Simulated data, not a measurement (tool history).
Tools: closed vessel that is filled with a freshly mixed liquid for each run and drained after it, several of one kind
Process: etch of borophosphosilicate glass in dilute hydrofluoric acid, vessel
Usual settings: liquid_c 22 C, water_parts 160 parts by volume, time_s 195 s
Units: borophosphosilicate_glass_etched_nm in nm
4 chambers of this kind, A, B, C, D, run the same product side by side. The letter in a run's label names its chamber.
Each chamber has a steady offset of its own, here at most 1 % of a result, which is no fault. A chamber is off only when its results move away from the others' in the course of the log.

| run | hour | liquid_c | water_parts | time_s | hours since the thermometer was replaced | hours since the hydrofluoric acid flow meter was replaced | read-back film thickness of the borophosphosilicate glass reference wafer, read on the same gauge (nm) | borophosphosilicate_glass_etched_nm |
|---|---|---|---|---|---|---|---|---|
| 1B | 2.8 | 22 | 160 | 195 | 486.3 | 935.9 | 110 | 46.311 |
| 2A | 7.7 | 22 | 160 | 195 | 768.1 | 1900.1 | 110.01 | 46.312 |
| 3D | 10.7 | 22 | 160 | 195 | 315.5 | 43.8 | 109.96 | 46.485 |
| 4C | 15 | 22 | 160 | 195 | 408.6 | 1491.8 | 110 | 45.786 |
| 5A | 20.1 | 22 | 160 | 195 | 780.5 | 1912.5 | 109.97 | 47.107 |
| 6B | 24.9 | 22 | 160 | 195 | 508.4 | 958 | 109.98 | 45.759 |
| 7C | 29.5 | 20 | 215 | 195 | 423.1 | 1506.3 | 110 | 30.129 |
| 8D | 33.2 | 20 | 215 | 195 | 338 | 66.3 | 109.99 | 30.339 |
| 9C | 36 | 20 | 215 | 195 | 429.6 | 1512.8 | 109.99 | 29.935 |
| 10A | 38.4 | 20 | 215 | 195 | 798.8 | 1930.8 | 109.99 | 30.617 |
| 11B | 41 | 22 | 160 | 195 | 524.5 | 974.1 | 110.04 | 45.914 |
| 12D | 45.8 | 22 | 160 | 195 | 350.6 | 78.9 | 109.98 | 45.972 |
| 13D | 48.5 | 22 | 160 | 195 | 353.3 | 81.6 | 110.02 | 46.579 |
| 14C | 52.7 | 22 | 200 | 195 | 446.3 | 1529.5 | 110.01 | 35.651 |
| 15B | 55.3 | 22 | 200 | 195 | 538.8 | 988.4 | 109.98 | 35.309 |
| 16A | 59 | 22 | 200 | 195 | 819.4 | 1951.4 | 110 | 35.915 |
| 17D | 62.5 | 22 | 200 | 195 | 367.3 | 95.6 | 110 | 35.77 |
| 18B | 67 | 22 | 160 | 195 | 550.5 | 1000.1 | 109.96 | 45.51 |
| 19C | 72.3 | 22 | 160 | 195 | 465.9 | 1549.1 | 110.01 | 46.101 |
| 20A | 77.2 | 22 | 160 | 195 | 837.6 | 1969.6 | 110.01 | 46.806 |
| 21B | 81.5 | 22 | 160 | 195 | 565 | 1014.6 | 110 | 45.141 |
| 22C | 84.5 | 22 | 160 | 195 | 478.1 | 1561.3 | 109.99 | 46.188 |
| 23A | 89.5 | 22 | 160 | 195 | 849.9 | 1981.9 | 110.01 | 46.237 |
| 24D | 92.8 | 22 | 160 | 195 | 397.6 | 125.9 | 110 | 46.61 |
| 25A | 98 | 22 | 160 | 195 | 858.4 | 1990.4 | 110.01 | 46.872 |
| 26D | 100.8 | 22 | 160 | 195 | 405.6 | 133.9 | 110 | 46.197 |
| 27C | 103.2 | 22 | 160 | 195 | 496.8 | 1580 | 109.99 | 46.48 |
| 28B | 105.5 | 22 | 160 | 195 | 589 | 1038.6 | 109.98 | 44.388 |
| 29B | 110.3 | 22 | 160 | 195 | 593.8 | 1043.4 | 110 | 44.761 |
| 30D | 113.4 | 22 | 160 | 195 | 418.2 | 146.5 | 109.99 | 46.698 |
| 31C | 118 | 22 | 160 | 195 | 511.6 | 1594.8 | 110.03 | 45.885 |
| 32A | 121.4 | 22 | 160 | 195 | 881.8 | 2013.8 | 109.98 | 47.177 |
| 33B | 125 | 22 | 160 | 195 | 608.5 | 1058.1 | 110.02 | 43.716 |
| 34C | 129.2 | 22 | 160 | 195 | 522.8 | 1606 | 110 | 46.383 |
| 35D | 132.1 | 22 | 160 | 195 | 436.9 | 165.2 | 110.01 | 46.894 |
| 36A | 135.3 | 22 | 160 | 195 | 895.7 | 2027.7 | 109.94 | 46.967 |
| 37B | 139.9 | 22 | 160 | 195 | 623.4 | 1073 | 110 | 43.506 |
| 38D | 143.4 | 22 | 160 | 195 | 448.2 | 176.5 | 109.98 | 46.829 |
| 39A | 148.1 | 22 | 160 | 195 | 908.5 | 2040.5 | 109.99 | 47.073 |
| 40C | 151.5 | 22 | 160 | 195 | 545.1 | 1628.3 | 110.01 | 46.376 |
| 41C | 156.3 | 22 | 160 | 195 | 549.9 | 1633.1 | 110.01 | 46.023 |
| 42B | 158.9 | 22 | 160 | 195 | 642.4 | 1092 | 110.01 | 43.54 |

All 4 chambers run these settings next. Forecast each chamber's results:
| 43A | 162.7 | 22 | 160 | 195 |  |  |  | ? |
| 43B | 162.7 | 22 | 160 | 195 |  |  |  | ? |
| 43C | 162.7 | 22 | 160 | 195 |  |  |  | ? |
| 43D | 162.7 | 22 | 160 | 195 |  |  |  | ? |

| run | borophosphosilicate_glass_etched_nm |
|---|---|
| 43A | 46.309 |
| 43B | 42.714 |
| 43C | 46.002 |
| 43D | 47.286 |

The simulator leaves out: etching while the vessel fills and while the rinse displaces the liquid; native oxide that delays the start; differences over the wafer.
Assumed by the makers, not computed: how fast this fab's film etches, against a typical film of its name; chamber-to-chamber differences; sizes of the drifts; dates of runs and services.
